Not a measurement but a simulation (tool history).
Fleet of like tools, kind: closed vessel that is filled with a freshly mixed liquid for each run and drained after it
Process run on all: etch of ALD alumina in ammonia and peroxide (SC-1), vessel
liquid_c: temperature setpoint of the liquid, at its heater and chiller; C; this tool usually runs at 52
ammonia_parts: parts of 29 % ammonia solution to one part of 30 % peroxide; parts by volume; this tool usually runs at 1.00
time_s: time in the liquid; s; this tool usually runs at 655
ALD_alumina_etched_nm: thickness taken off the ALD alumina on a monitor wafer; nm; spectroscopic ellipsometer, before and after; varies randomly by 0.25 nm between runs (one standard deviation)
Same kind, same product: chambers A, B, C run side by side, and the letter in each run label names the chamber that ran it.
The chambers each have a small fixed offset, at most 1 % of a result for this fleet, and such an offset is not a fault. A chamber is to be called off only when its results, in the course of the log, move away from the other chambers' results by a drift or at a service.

run	hour	liquid_c	ammonia_parts	time_s	read-back film thickness of the ALD alumina reference wafer, read on the same gauge (nm)	ALD_alumina_etched_nm
1C	3.0	52	1.00	655	30.013	37.264
2B	5.6	52	1.00	655	30.008	38.957
3A	7.9	52	1.00	655	30.008	38.441
4A	11.0	52	1.00	655	30.008	38.034
5B	13.0	52	1.00	655	29.989	38.165
6C	15.0	52	1.00	655	30.012	37.793
7B	18.8	52	1.20	655	30.014	38.873
8A	21.6	52	1.20	655	30.025	38.344
9C	25.4	52	1.20	655	29.987	38.496
10A	27.8	61	0.65	655	29.992	59.150
11B	31.7	61	0.65	655	30.007	59.182
12C	35.6	61	0.65	655	30.040	57.465
13B	37.7	52	1.00	655	29.965	38.574
14C	40.6	52	0.80	530	30.013	29.721
15A	43.2	52	0.80	530	29.981	29.599
16A	46.3	52	0.80	530	29.996	29.423
17C	50.0	52	1.00	655	30.022	37.717
18B	53.0	52	1.00	655	29.991	38.777
19C	56.1	52	1.00	655	30.026	37.687
20A	60.0	47	1.00	1000	30.033	42.626
21B	63.1	47	1.00	1000	29.990	44.676
22C	65.0	47	1.00	1000	29.996	44.081
23A	68.1	52	1.00	655	29.983	37.010
24B	72.1	52	1.00	655	29.987	38.542
25A	75.5	52	1.00	655	30.015	36.506
26B	79.4	52	1.00	655	30.010	37.949
27C	81.7	59	1.00	285	30.005	23.714
28B	84.8	59	1.00	285	30.003	24.348
29A	88.6	59	1.00	285	30.008	23.143
30C	91.0	52	1.00	655	30.013	37.421
31A	93.1	52	1.00	475	30.001	26.266
32B	95.1	52	1.00	475	30.028	27.706
33C	98.4	52	1.00	475	29.986	27.279
34C	102.2	52	1.00	655	29.989	37.308
35B	105.9	52	1.00	655	29.999	38.322
36A	108.9	52	1.00	655	29.983	35.820
37A	112.3	52	1.00	655	30.008	35.625
38B	114.9	52	1.00	655	30.013	38.337
39C	116.8	52	1.00	655	30.003	37.812
40C	120.3	52	1.00	655	29.989	37.566
41B	122.7	52	1.00	655	29.990	38.458
42A	125.0	52	1.00	655	29.978	35.176
43A	127.6	52	1.00	655	30.001	34.566
44C	131.4	52	1.00	655	30.004	37.478

Next, every chamber runs the same settings. What will each give?
45A	134.5	52	1.00	655		?
45B	134.5	52	1.00	655		?
45C	134.5	52	1.00	655		?

run	ALD_alumina_etched_nm
45A	34.951
45B	38.053
45C	37.409
